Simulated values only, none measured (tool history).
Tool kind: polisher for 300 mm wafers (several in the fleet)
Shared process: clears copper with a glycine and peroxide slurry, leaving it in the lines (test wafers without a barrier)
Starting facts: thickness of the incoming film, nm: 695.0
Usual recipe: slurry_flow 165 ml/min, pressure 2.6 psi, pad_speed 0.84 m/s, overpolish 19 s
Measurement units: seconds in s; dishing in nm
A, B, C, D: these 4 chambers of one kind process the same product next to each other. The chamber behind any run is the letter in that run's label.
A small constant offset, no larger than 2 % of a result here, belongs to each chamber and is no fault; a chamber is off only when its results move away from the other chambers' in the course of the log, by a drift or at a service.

run,hour,slurry_flow,pressure,pad_speed,overpolish,wafers polished on this pad,hours since the slurry nozzle was cleaned,hours since the head pressure was calibrated,seconds,dishing
1B,9.4,165,2.6,0.84,19,394,646.9,353.5,137.57,23.195
2A,14.8,165,2.6,0.84,19,434,549.9,245.9,139.76,23.116
3D,22,165,2.6,0.84,19,451,56.5,307.1,140.95,22.592
4C,29.2,165,2.6,0.84,19,221,172.5,542.9,141.11,22.996
# hour 34.9: chamber A: worn pad replaced by a new one
5D,37.4,165,2.6,0.84,19,558,71.9,322.5,138.21,23.047
6A,42.3,165,2.6,0.84,19,51,577.4,273.4,142.52,23.472
7B,49.3,165,2.6,0.84,19,672,686.8,393.4,139.72,23.141
8C,59.7,165,2.6,0.84,19,434,203,573.4,143.31,22.526
9D,69.5,165,2.6,0.84,19,782,104,354.6,143.22,23.009
10B,75.7,165,2.6,0.84,19,856,713.2,419.8,141.08,22.953
# hour 80.2: chamber D: worn pad replaced by a new one
11A,85.1,165,2.6,0.84,19,350,620.2,316.2,140.26,22.967
# hour 89.8: chamber A: head pressure recalibrated
12C,91.7,165,2.6,0.84,19,657,235,605.4,142.53,23.32
# hour 94.2: chamber C: worn pad replaced by a new one
13B,97.5,165,3.4,0.6,19,1008,735,441.6,148.66,23.346
14A,105.1,165,3.4,0.6,19,489,640.2,15.3,148.93,23.052
# hour 109.1: chamber A: worn pad replaced by a new one
15C,114.3,165,3.4,0.6,19,140,257.6,628,145.95,23.029
16D,122.8,165,3.4,0.6,19,297,157.3,407.9,144.42,23.679
17C,131.6,165,2.6,0.84,19,261,274.9,645.3,142.67,22.968
# hour 134.9: chamber B: slurry nozzle cleaned
18B,139,165,2.6,0.84,19,1298,4.1,483.1,145.33,22.944
# hour 142.1: chamber B: worn pad replaced by a new one
19D,148.9,165,2.6,0.84,19,479,183.4,434,141.57,23.188
20A,158,165,2.6,0.84,19,341,693.1,68.2,139.52,23.217
21A,162.9,165,2.6,0.58,30,375,698,73.1,187.21,24.745
22B,172,165,2.6,0.58,30,208,37.1,516.1,191.46,24.87
23C,180.3,165,2.6,0.58,30,600,323.6,694,188.57,24.487
# hour 183.5: chamber C: worn pad replaced by a new one
# hour 185.1: chamber D: worn pad replaced by a new one
24D,190.6,165,2.6,0.58,30,38,225.1,475.7,184.5,24.957
25D,196.7,165,2.6,0.84,19,81,231.2,481.8,137.45,23.362
# hour 200.3: chamber A: worn pad replaced by a new one
26A,206.4,165,2.6,0.84,19,42,741.5,116.6,142.99,22.711
27C,214.5,165,2.6,0.84,19,216,357.8,728.2,137.51,22.512
28B,223.7,165,2.6,0.84,19,569,88.8,567.8,152.87,23.495
29C,230.2,165,2.6,0.84,19,326,373.5,743.9,140.38,22.654

All chambers now run identical settings, listed one chamber a line with results as question marks. What results will each chamber show?
30A,237.6,165,2.6,0.84,19,,,,?,?
30B,237.6,165,2.6,0.84,19,,,,?,?
30C,237.6,165,2.6,0.84,19,,,,?,?
30D,237.6,165,2.6,0.84,19,,,,?,?

run,seconds,dishing
30A,140.75,23.478
30B,153.28,22.987
30C,141.66,23.102
30D,141.95,23.235
